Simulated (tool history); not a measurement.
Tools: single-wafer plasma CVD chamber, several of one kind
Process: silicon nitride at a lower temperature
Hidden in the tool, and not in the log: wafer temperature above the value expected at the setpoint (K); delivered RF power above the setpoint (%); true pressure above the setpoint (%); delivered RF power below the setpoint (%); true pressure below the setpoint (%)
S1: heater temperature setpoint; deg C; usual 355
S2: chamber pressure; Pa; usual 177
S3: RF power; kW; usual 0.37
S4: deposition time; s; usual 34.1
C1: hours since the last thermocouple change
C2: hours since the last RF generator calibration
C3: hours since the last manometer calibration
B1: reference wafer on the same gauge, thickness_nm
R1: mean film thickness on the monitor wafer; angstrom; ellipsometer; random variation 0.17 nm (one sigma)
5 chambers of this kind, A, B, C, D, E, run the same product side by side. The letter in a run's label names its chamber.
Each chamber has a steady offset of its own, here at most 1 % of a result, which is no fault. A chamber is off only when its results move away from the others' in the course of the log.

run	hour	S1	S2	S3	S4	C1	C2	C3	B1	R1
1D	7.5	355	177	0.37	34.1	854.8	247.1	1165.2	36.266	436.4
2A	13.7	355	177	0.37	34.1	261.1	128.9	727.4	36.319	438.38
3B	18.4	355	177	0.37	34.1	318	1172.1	1161.1	36.308	435.37
4C	25.6	355	177	0.37	34.1	257.2	2463.6	466.5	36.318	432.07
5E	34.8	355	177	0.37	34.1	894.2	484.3	1442	36.299	434.35
6A	39.6	355	177	0.37	34.1	287	154.8	753.3	36.284	436.89
7C	44.4	355	177	0.37	34.1	276	2482.4	485.3	36.292	436.11
8D	50.5	355	177	0.37	34.1	897.8	290.1	1208.2	36.278	434.58
# hour 58: chamber C: RF generator calibrated
9B	58.9	355	177	0.37	34.1	358.5	1212.6	1201.6	36.304	438.31
10E	68.8	355	177	0.37	34.1	928.2	518.3	1476	36.281	429.74
11C	75.3	355	177	0.37	34.1	306.9	17.4	516.2	36.273	432.1
12D	80.4	355	177	0.37	34.1	927.7	320	1238.1	36.291	434.08
13B	85.2	355	177	0.37	34.1	384.8	1238.9	1227.9	36.316	436.34
14A	91.8	355	177	0.37	34.1	339.2	207	805.5	36.271	436.22
15E	101.4	355	177	0.37	34.1	960.8	550.9	1508.6	36.252	427.8
16E	109.6	355	177	0.37	34.1	969	559.1	1516.8	36.292	432.72
17A	118.1	355	177	0.37	34.1	365.5	233.3	831.8	36.3	435.79
18D	122.6	355	177	0.37	34.1	969.9	362.2	1280.3	36.307	436.33
19B	127.5	355	177	0.37	34.1	427.1	1281.2	1270.2	36.314	434.14
20C	132.6	355	196	0.3	34.1	364.2	74.7	573.5	36.295	386.17
21C	139.3	355	196	0.3	34.1	370.9	81.4	580.2	36.291	385.31
# hour 139.9: chamber E: thermocouple changed; heater temperature recalibrated
22D	144.7	355	196	0.3	34.1	992	384.3	1302.4	36.32	390.8
23B	149.3	355	196	0.3	34.1	448.9	1303	1292	36.305	389.48
24E	158.4	355	196	0.3	34.1	18.5	607.9	1565.6	36.328	384.57
25A	163	355	177	0.37	34.1	410.4	278.2	876.7	36.26	435.9
26B	169.5	355	177	0.37	34.1	469.1	1323.2	1312.2	36.305	434.86
27E	179.2	355	177	0.37	34.1	39.3	628.7	1586.4	36.314	430.65
28A	188.2	355	177	0.37	34.1	435.6	303.4	901.9	36.277	436.12
29D	194.6	355	177	0.37	34.1	1041.9	434.2	1352.3	36.315	436.66
30C	204	355	177	0.37	34.1	435.6	146.1	644.9	36.314	433.78
31C	209.3	355	177	0.37	34.1	440.9	151.4	650.2	36.28	435.45
32B	214.9	355	177	0.37	34.1	514.5	1368.6	1357.6	36.294	431.67
33A	219.9	355	177	0.37	34.1	467.3	335.1	933.6	36.303	435.85
34E	224.8	355	177	0.37	34.1	84.9	674.3	1632	36.334	428.84
35D	230	355	177	0.37	34.1	1077.3	469.6	1387.7	36.323	434.58

Is one chamber off against the others, does the gauge drift, or is nothing wrong? If a chamber is off, say which, and what the likeliest cause is.

No chamber stands off beyond its own small offset, and the gauge holds steady.
